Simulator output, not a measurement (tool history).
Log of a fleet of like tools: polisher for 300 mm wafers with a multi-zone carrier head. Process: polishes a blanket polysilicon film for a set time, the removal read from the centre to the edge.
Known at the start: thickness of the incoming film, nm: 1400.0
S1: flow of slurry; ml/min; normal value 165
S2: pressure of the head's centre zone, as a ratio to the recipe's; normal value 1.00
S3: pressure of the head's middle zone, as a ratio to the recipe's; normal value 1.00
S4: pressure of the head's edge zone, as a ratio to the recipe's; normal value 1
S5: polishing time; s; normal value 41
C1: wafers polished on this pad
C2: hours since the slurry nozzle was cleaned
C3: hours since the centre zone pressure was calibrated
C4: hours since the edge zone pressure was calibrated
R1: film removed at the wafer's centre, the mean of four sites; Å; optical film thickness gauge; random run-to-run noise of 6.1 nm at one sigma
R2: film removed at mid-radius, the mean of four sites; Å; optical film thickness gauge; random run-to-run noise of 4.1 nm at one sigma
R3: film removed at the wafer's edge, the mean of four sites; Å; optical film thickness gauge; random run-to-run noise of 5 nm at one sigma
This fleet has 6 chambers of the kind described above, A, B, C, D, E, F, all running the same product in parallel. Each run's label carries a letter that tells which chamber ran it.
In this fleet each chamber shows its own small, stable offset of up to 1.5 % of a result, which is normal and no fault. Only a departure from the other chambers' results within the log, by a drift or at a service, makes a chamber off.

run	hour	S1	S2	S3	S4	S5	C1	C2	C3	C4	R1	R2	R3
1B	5.0	165	1.00	1.00	1	41	101	194.5	217.2	706.9	4165.5	4237.7	4123.9
# hour 5.3: chamber B: slurry nozzle cleaned
2E	12.8	165	1.00	1.00	1	41	290	56.2	348.9	986.5	4167.8	4110.8	4129.2
# hour 19.6: chamber D: worn pad replaced by a new one
3A	21.9	165	1.00	1.00	1	41	731	384.9	400.1	789.1	4124.7	4101.0	4076.0
# hour 23.6: chamber C: worn pad replaced by a new one
# hour 24.7: chamber F: worn pad replaced by a new one
4F	28.2	165	1.00	1.00	1	41	59	317.5	30.8	904.5	4052.4	4121.4	4204.0
# hour 29.8: chamber A: centre zone pressure recalibrated
5C	38.1	165	1.00	1.00	1	41	242	509.5	116.1	1027.3	4147.3	4076.7	4061.9
# hour 43.4: chamber A: worn pad replaced by a new one
6D	44.5	165	1.00	1.00	1	41	417	326.4	796.4	573.4	4104.1	4110.3	4139.5
# hour 50.4: chamber C: edge zone pressure recalibrated
7F	52.2	165	1.00	1.00	1	41	461	341.5	54.8	928.5	4195.9	4074.4	4136.9
# hour 57.1: chamber B: edge zone pressure recalibrated
# hour 57.3: chamber B: worn pad replaced by a new one
8B	58.4	165	1.00	1.00	1	41	19	53.1	270.6	1.4	4078.6	4141.7	4162.6
# hour 60.1: chamber E: worn pad replaced by a new one
9A	66.9	215	1.00	0.93	1	41	394	429.9	37.1	834.1	4366.7	4090.8	4219.5
# hour 71.7: chamber D: worn pad replaced by a new one
# hour 74.8: chamber C: worn pad replaced by a new one
10D	76.1	215	1.00	0.93	1	41	74	358.0	828.0	605.0	4287.0	4058.4	4371.6
# hour 82.0: chamber F: worn pad replaced by a new one
11C	84.7	215	1.00	0.93	1	41	166	556.1	162.7	34.4	4446.4	4016.8	4146.3
12E	89.9	215	1.00	0.93	1	41	499	133.3	426.0	1063.6	4341.4	3915.4	4172.7
13E	97.1	215	1.00	0.93	1	41	619	140.5	433.2	1070.8	4365.2	3967.6	4302.9
14D	106.8	215	1.00	0.93	1	41	587	388.7	858.7	635.7	4332.7	4063.8	4310.5
# hour 112.2: chamber A: worn pad replaced by a new one
15C	114.9	165	1.00	1.00	1	41	672	586.3	192.9	64.6	4181.9	4121.9	4134.7
16A	120.7	165	1.00	1.00	1	41	142	483.7	90.9	887.9	4126.1	4119.9	4142.1
# hour 123.5: chamber B: worn pad replaced by a new one
# hour 123.8: chamber C: slurry nozzle cleaned
# hour 127.9: chamber E: worn pad replaced by a new one
17F	130.7	165	1.00	1.00	1	41	816	420.0	133.3	1007.0	4161.8	4142.4	4126.5
# hour 134.4: chamber D: worn pad replaced by a new one
18B	137.6	115	1.00	1.00	1	41	237	132.3	349.8	80.6	3711.9	3903.5	3869.1
# hour 138.6: chamber C: worn pad replaced by a new one
19E	146.5	115	1.00	1.00	1	41	311	189.9	482.6	1120.2	3703.5	3696.4	3836.3
# hour 150.0: chamber F: worn pad replaced by a new one
20C	154.7	115	1.00	1.00	1	41	270	30.9	232.7	104.4	3828.4	3822.5	3897.1
21F	160.6	115	1.00	1.00	1	41	177	449.9	163.2	1036.9	3804.9	3790.5	3968.4
# hour 162.8: chamber B: centre zone pressure recalibrated
# hour 166.3: chamber A: worn pad replaced by a new one
22A	171.2	115	1.00	1.00	1	41	82	534.2	141.4	938.4	3697.8	3832.7	3877.1
23B	178.9	115	1.00	1.00	1	41	928	173.6	16.2	121.9	3627.2	3809.6	3845.4
# hour 184.6: chamber E: edge zone pressure recalibrated
# hour 185.6: chamber B: worn pad replaced by a new one
24D	189.6	165	1.00	1.00	1	41	924	471.5	941.5	718.5	4112.3	4108.3	4138.3
# hour 191.2: chamber C: worn pad replaced by a new one
# hour 191.9: chamber B: slurry nozzle cleaned
25E	195.3	165	1.00	1.00	1	41	1128	238.7	531.4	10.7	3976.7	3957.9	4060.8
# hour 196.7: chamber E: worn pad replaced by a new one
# hour 198.4: chamber D: worn pad replaced by a new one
26B	202.5	165	1.00	1.00	1	41	283	10.7	39.8	145.5	4164.5	4092.5	4160.8
# hour 209.1: chamber F: worn pad replaced by a new one
27D	210.7	165	1.00	1.00	1	41	207	492.6	962.6	739.6	4117.0	4175.5	4115.6
28C	218.7	165	1.00	1.00	1	41	461	94.9	296.7	168.4	4132.1	4133.6	4203.3
29A	225.8	165	1.00	1.00	1	41	995	588.8	196.0	993.0	4140.5	4119.4	4007.2
# hour 230.0: chamber A: worn pad replaced by a new one
30F	234.3	165	1.12	1.00	1	28	421	523.6	236.9	1110.6	3252.1	2855.0	2881.7
31B	239.7	165	1.12	1.00	1	28	906	47.9	77.0	182.7	3166.5	2821.8	2796.4
32D	246.2	165	1.12	1.00	1	28	801	528.1	998.1	775.1	3296.9	2787.6	2867.3
# hour 248.5: chamber B: worn pad replaced by a new one
33C	254.6	165	1.12	1.00	1	28	1062	130.8	332.6	204.3	3254.7	2836.4	2816.7
# hour 256.9: chamber E: worn pad replaced by a new one
# hour 260.0: chamber C: worn pad replaced by a new one
34A	263.3	165	1.12	1.00	1	28	558	626.3	233.5	1030.5	3202.5	2815.0	2863.0
35F	271.1	165	1.12	1.00	1	28	1037	560.4	273.7	1147.4	3178.1	2842.6	2886.5
36E	277.7	165	0.90	0.92	1	41	349	321.1	613.8	93.1	3422.0	3582.9	3953.1
37C	282.9	165	0.90	0.92	1	41	384	159.1	360.9	232.6	3759.1	3855.5	4128.4
38E	290.6	165	0.90	0.92	1	41	565	334.0	626.7	106.0	3331.8	3557.6	3943.8
39B	300.2	165	0.90	0.92	1	41	865	108.4	137.5	243.2	3546.6	3755.9	4069.2

Read the log: is a single chamber off, either drifting away or since a service, is the gauge that measures every chamber drifting, or is nothing wrong beyond small per-chamber offsets? Name any odd chamber and what most likely caused it.

It is chamber E that slowly wanders off from its peers.
Most likely cause: slurry flow missing at the pad, % = 33.9.

Chamber E could run next with any of the 4 candidate recipes listed below; each alters the usual settings, and their results appear as question marks. Which one brings its results back in line with what the other chambers deliver on the usual settings?
Counts as in line when no further than this from what the other chambers average on the usual settings: R1 210.0 Å; R2 140.0 Å; R3 180.0 Å
40E-1	308.0	160	0.99	0.98	1.01	39					?	?	?
40E-2	308.0	170	1.01	1.02	0.99	44					?	?	?
40E-3	308.0	165	1.00	1.01	1.00	42					?	?	?
40E-4	308.0	165	1.00	0.99	1.00	40					?	?	?

The other chambers' mean on the usual settings: R1 4128.3 Å; R2 4117.4 Å; R3 4126.8 Å
run	R1	R2	R3
40E-1	3512.5	3493.0	3716.1
40E-2	4124.2	4151.4	4190.6
40E-3	3860.5	3897.8	4001.1
40E-4	3676.1	3644.9	3811.7
40E-2 puts the chamber back in line with the other chambers.
